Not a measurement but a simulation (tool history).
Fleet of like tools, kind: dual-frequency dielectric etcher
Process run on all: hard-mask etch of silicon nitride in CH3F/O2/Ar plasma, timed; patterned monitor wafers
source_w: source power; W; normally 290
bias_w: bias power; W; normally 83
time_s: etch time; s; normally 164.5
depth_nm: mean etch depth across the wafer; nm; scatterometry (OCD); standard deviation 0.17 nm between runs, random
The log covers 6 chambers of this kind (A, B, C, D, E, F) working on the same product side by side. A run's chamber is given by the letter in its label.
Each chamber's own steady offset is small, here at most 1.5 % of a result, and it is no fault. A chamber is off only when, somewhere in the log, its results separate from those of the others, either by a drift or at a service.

run	day	source_w	bias_w	time_s	hours since the last wet clean	hours since the last source power generator calibration	hours since the last bias power generator calibration	read-back reference wafer on the same gauge, depth_nm	depth_nm
1C	0.154	290	83	164.5	543.4	140.2	230.2	100.95	107.05
2F	0.392	290	83	164.5	100.9	2507.1	1317	100.95	107.44
3A	0.688	290	83	164.5	82.5	456.6	2591.2	100.94	108.56
4B	0.892	290	83	164.5	223.1	2885.2	524.1	100.9	106.92
5D	1.042	290	83	164.5	37.5	568.1	362.7	100.92	107.23
6E	1.246	290	83	164.5	177.2	1216.9	3240.3	100.91	107.73
7A	1.462	260	83	164.5	101.1	475.2	2609.8	100.89	104.1
# day 1.508: chamber C: wet clean of the chamber
8F	1.696	260	83	164.5	132.2	2538.4	1348.3	100.88	103.57
9C	1.925	260	83	164.5	10	182.7	272.7	100.85	102.3
10B	2.221	260	83	164.5	255	2917.1	556	100.85	102.68
11E	2.358	260	83	164.5	203.9	1243.6	3267	100.8	103.28
12D	2.542	260	83	164.5	73.5	604.1	398.7	100.81	103.23
13C	2.796	290	83	164.5	30.9	203.6	293.6	100.81	106.54
14B	2.942	290	83	164.5	272.3	2934.4	573.3	100.74	106.86
15F	3.15	290	83	164.5	167.1	2573.3	1383.2	100.69	107.27
16E	3.421	290	83	164.5	229.4	1269.1	3292.5	100.69	107.22
17D	3.654	290	83	164.5	100.2	630.8	425.4	100.71	107.09
18A	3.808	290	83	164.5	157.4	531.5	2666.1	100.68	108.21
19D	4.038	290	83	164.5	109.4	640	434.6	100.68	106.93
20A	4.312	290	70	164.5	169.5	543.6	2678.2	100.67	102.05
21E	4.462	290	70	164.5	254.4	1294.1	3317.5	100.61	100.92
22C	4.662	290	70	164.5	75.7	248.4	338.4	100.59	100.34
23B	4.908	290	70	164.5	319.5	2981.6	620.5	100.61	100.56
24F	5.188	290	70	164.5	216	2622.2	1432.1	100.54	100.95
25F	5.375	290	70	164.5	220.5	2626.7	1436.6	100.53	100.59
26A	5.612	290	83	164.5	200.7	574.8	2709.4	100.49	108.04
27E	5.75	290	83	164.5	285.3	1325	3348.4	100.56	107.07
28B	5.938	290	83	164.5	344.2	3006.3	645.2	100.49	106.69
29D	6.167	290	83	164.5	160.5	691.1	485.7	100.52	106.83
30C	6.458	290	83	164.5	118.8	291.5	381.5	100.48	106.2
31F	6.588	290	83	164.5	249.6	2655.8	1465.7	100.49	107.05
32C	6.738	290	83	164.5	125.5	298.2	388.2	100.47	106.22
33B	6.929	290	83	164.5	368	3030.1	669	100.36	106.88
34D	7.062	290	74	203	182	712.6	507.2	100.42	126.69
35A	7.325	290	74	203	241.8	615.9	2750.5	100.42	127.69
36E	7.558	290	74	203	328.7	1368.4	3391.8	100.41	126.93
37D	7.833	290	74	203	200.5	731.1	525.7	100.35	126.35

The same settings go to every chamber for the next run, one line per chamber below. Forecast the results for each:
38A	8.046	290	83	164.5					?
38B	8.046	290	83	164.5					?
38C	8.046	290	83	164.5					?
38D	8.046	290	83	164.5					?
38E	8.046	290	83	164.5					?
38F	8.046	290	83	164.5					?

run	depth_nm
38A	107.57
38B	106.48
38C	106.06
38D	106.56
38E	107.31
38F	106.78
